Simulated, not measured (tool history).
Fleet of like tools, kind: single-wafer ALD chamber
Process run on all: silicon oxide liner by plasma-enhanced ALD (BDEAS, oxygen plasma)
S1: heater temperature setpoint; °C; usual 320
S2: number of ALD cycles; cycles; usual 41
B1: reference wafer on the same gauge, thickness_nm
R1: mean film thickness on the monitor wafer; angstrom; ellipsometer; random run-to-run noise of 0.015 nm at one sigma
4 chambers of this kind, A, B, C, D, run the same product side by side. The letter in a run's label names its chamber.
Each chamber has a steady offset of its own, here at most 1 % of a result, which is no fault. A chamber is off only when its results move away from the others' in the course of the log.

run,day,S1,S2,B1,R1
1A,0.279,320,41,3.5376,36.487
2C,0.571,320,41,3.5347,37.531
3D,0.979,320,41,3.5409,37.13
# day 1.312: chamber B: thermocouple changed; heater temperature recalibrated
4B,1.338,320,41,3.5416,37.07
5C,1.758,320,41,3.542,37.297
6A,2.038,320,41,3.545,36.833
7D,2.479,320,41,3.5397,36.816
8B,2.896,320,41,3.5437,37.164
9A,3.117,311,41,3.5429,37.354
10C,3.383,311,41,3.542,37.706
11B,3.817,311,41,3.5395,37.403
12D,4.246,311,41,3.5395,37.617
13D,4.662,334,41,3.5391,36.159
14B,5.012,334,41,3.5397,36.458
15C,5.442,334,41,3.5375,36.571
16A,5.892,334,41,3.5374,36.131
17B,6.288,320,41,3.5403,37.198
18C,6.617,320,41,3.537,37.462
19D,6.9,320,41,3.5451,36.945
20A,7.217,320,41,3.5446,36.619
21C,7.467,325,41,3.5397,37.277
22A,7.817,325,41,3.541,36.586
23B,8.217,325,41,3.5378,36.849
24D,8.546,325,41,3.5399,36.549
25B,8.875,320,41,3.5419,37.293
26D,9.079,320,41,3.5368,36.959
27C,9.362,320,41,3.5423,37.289
28A,9.633,320,41,3.54,37.116
29B,10.021,320,41,3.5406,37.177
30C,10.442,320,41,3.545,37.487
31A,10.746,320,41,3.5423,36.862
32D,10.967,320,41,3.5379,36.927
33B,11.383,320,41,3.5422,37.165
34A,11.812,320,41,3.5382,36.752
35C,12.096,320,41,3.5402,37.593
36D,12.354,320,41,3.5387,37.005
37D,12.579,320,41,3.5411,36.902
38C,12.992,320,41,3.5408,37.25
39A,13.429,320,41,3.5434,36.658
40B,13.867,329,36,3.5364,32.054
41A,14.312,329,36,3.5414,31.795

Is one chamber off against the others, does the gauge drift, or is nothing wrong? If a chamber is off, say which, and what the likeliest cause is.

All chambers stay in line apart from their small fixed offsets, and the gauge does not drift.
